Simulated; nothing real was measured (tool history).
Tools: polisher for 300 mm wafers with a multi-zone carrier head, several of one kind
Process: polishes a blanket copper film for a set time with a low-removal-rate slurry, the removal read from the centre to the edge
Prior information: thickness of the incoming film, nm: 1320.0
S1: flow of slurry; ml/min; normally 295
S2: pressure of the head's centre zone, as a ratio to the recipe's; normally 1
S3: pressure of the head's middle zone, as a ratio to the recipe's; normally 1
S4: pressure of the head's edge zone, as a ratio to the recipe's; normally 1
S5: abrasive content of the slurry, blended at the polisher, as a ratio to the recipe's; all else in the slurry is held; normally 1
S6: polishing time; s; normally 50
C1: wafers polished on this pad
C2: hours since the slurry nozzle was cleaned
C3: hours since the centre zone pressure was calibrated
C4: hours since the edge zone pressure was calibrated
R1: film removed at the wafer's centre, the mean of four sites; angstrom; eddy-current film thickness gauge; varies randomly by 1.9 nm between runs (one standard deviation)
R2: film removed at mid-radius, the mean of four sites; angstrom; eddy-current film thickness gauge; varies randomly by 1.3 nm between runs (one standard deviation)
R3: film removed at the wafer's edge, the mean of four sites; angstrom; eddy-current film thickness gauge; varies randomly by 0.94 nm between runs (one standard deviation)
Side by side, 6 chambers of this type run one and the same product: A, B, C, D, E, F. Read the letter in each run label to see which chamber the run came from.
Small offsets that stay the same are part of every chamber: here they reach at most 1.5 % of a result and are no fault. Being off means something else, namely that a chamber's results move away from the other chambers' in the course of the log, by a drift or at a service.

run	hour	S1	S2	S3	S4	S5	S6	C1	C2	C3	C4	R1	R2	R3
1E	7	295	1	1	1	1	50	788	299	700.3	872.9	1583.8	1566.1	1567.7
# hour 18.1: chamber A: worn pad replaced by a new one
2C	20.1	295	1	1	1	1	50	986	379.4	656	72.2	1520.3	1499.9	1558.3
3F	30.9	295	1	1	1	1	50	539	261.6	110.9	739	1521.8	1540.1	1568.3
4A	36.9	295	1	1	1	1	50	157	104.1	171.4	492.5	1529.2	1564	1541.5
# hour 37.2: chamber E: worn pad replaced by a new one
5B	42.6	295	1	1	1	1	50	571	75.6	191.1	260.7	1559.1	1533	1536.5
# hour 45.8: chamber F: worn pad replaced by a new one
6D	52.1	295	1	1	1	1	50	1015	229.5	422.7	453	1564.4	1559.4	1549.7
# hour 57.3: chamber C: worn pad replaced by a new one
# hour 59: chamber E: centre zone pressure recalibrated
7B	60.6	330	1	1	1	1	56	721	93.6	209.1	278.7	1752.5	1759.6	1745.7
# hour 61.5: chamber B: worn pad replaced by a new one
8E	67.1	330	1	1	1	1	56	249	359.1	8.2	933	1714.7	1793.9	1751.7
# hour 69.2: chamber D: worn pad replaced by a new one
9A	74.7	330	1	1	1	1	56	472	141.9	209.2	530.3	1756.7	1770.6	1741.5
# hour 75.6: chamber F: slurry nozzle cleaned
# hour 82.5: chamber A: worn pad replaced by a new one
10F	82.5	330	1	1	1	1	56	305	6.9	162.5	790.6	1762.7	1731.7	1762.5
11D	94.5	330	1	1	1	1	56	211	271.9	465.1	495.4	1772.3	1719.1	1743.5
12C	105.8	330	1	1	1	1	56	403	465.1	741.7	157.9	1749.7	1732.2	1747.1
13A	114.5	295	1	1	1	1	50	266	181.7	249	570.1	1562.7	1554.7	1544
# hour 119.8: chamber F: worn pad replaced by a new one
14F	120.7	295	1	1	1	1	50	8	45.1	200.7	828.8	1563.3	1551.1	1559.8
# hour 130.1: chamber F: edge zone pressure recalibrated
15B	132.5	295	1	1	1	1	50	591	165.5	281	350.6	1578	1536.9	1555.6
16D	140.1	255	1	1	1	0.9	50	591	317.5	510.7	541	1494.4	1480.6	1496.7
# hour 144.1: chamber B: worn pad replaced by a new one
# hour 149.2: chamber A: worn pad replaced by a new one
17E	150.9	255	1	1	1	0.9	50	946	442.9	92	1016.8	1472.1	1492.6	1505.2
# hour 153.4: chamber E: worn pad replaced by a new one
18C	159.9	255	1	1	1	0.9	50	854	519.2	795.8	212	1489.7	1469.7	1483.8
19F	166.5	255	1	1	1	0.9	50	389	90.9	246.5	36.4	1501.3	1449.8	1513.5
20B	174.7	255	1	1	1	0.9	50	255	207.7	323.2	392.8	1494.6	1470	1494.1
21D	182.7	255	1	1	1	0.9	50	945	360.1	553.3	583.6	1487.4	1481.3	1515.7
# hour 182.8: chamber E: slurry nozzle cleaned
# hour 184.8: chamber F: worn pad replaced by a new one
# hour 190.5: chamber D: worn pad replaced by a new one
22E	193.5	295	1	1.11	1	1.25	50	334	10.8	134.6	1059.4	1633.9	1782.8	1627.2
23C	205.4	295	1	1.11	1	1.25	50	1233	564.7	841.3	257.5	1604.4	1782.3	1620.9
# hour 211.9: chamber A: worn pad replaced by a new one
24A	217.7	295	1	1.11	1	1.25	50	48	284.9	352.2	673.3	1581.8	1806.3	1619.4
# hour 219.7: chamber C: worn pad replaced by a new one
25B	227.9	295	1	1.11	1	1.25	50	698	260.9	376.4	446	1643.1	1767.6	1601.7
# hour 234.8: chamber E: edge zone pressure recalibrated
26D	236.6	295	1	1.11	1	1.25	50	384	414	607.2	637.5	1629.9	1766	1638.2
# hour 242.1: chamber B: worn pad replaced by a new one
27F	245.6	295	1	1.11	1	1.25	50	506	170	325.6	115.5	1655.1	1756.9	1641
28C	253.8	295	1	1	1	1	50	284	613.1	889.7	305.9	1572	1529.3	1556.1
29A	266.9	295	1	1	1	1	50	458	334.1	401.4	722.5	1552.6	1556.5	1537.3
# hour 268.4: chamber F: worn pad replaced by a new one
# hour 277.5: chamber A: worn pad replaced by a new one
30E	279.1	295	1	1	1	1	50	1046	96.4	220.2	44.4	1546.1	1562.4	1563.1
# hour 281.1: chamber B: centre zone pressure recalibrated
31F	287.5	295	1	1	1	1	50	159	211.9	367.5	157.4	1555.6	1541.3	1564.6
# hour 290: chamber E: worn pad replaced by a new one
32E	298.4	295	1	1	1	1	50	70	115.7	239.5	63.7	1561.8	1550.8	1571
33D	304.7	295	1	1	1.07	1	50	951	482.1	675.3	705.6	1562.6	1540.7	1616.7
34B	310.6	295	1	1	1.07	1	50	570	343.6	29.6	528.7	1556.6	1519.4	1590.2
35A	323.6	295	1	1	1.07	1	50	384	390.8	458.1	779.2	1535.8	1541.2	1603.9
# hour 330: chamber C: slurry nozzle cleaned
36C	330.4	295	1	1	1.07	1	50	922	0.5	966.3	382.5	1567.4	1536	1617.4

All chambers now run identical settings, listed one chamber a line with results as question marks. What results will each chamber show?
37A	339.8	295	1	1	0.89	1	50					?	?	?
37B	339.8	295	1	1	0.89	1	50					?	?	?
37C	339.8	295	1	1	0.89	1	50					?	?	?
37D	339.8	295	1	1	0.89	1	50					?	?	?
37E	339.8	295	1	1	0.89	1	50					?	?	?
37F	339.8	295	1	1	0.89	1	50					?	?	?

run	R1	R2	R3
37A	1546.7	1548.6	1449.2
37B	1535.7	1547.4	1440.9
37C	1601.4	1522.9	1462.1
37D	1564.9	1549.6	1456.9
37E	1565.8	1560.9	1466.7
37F	1585.7	1519.9	1471.2
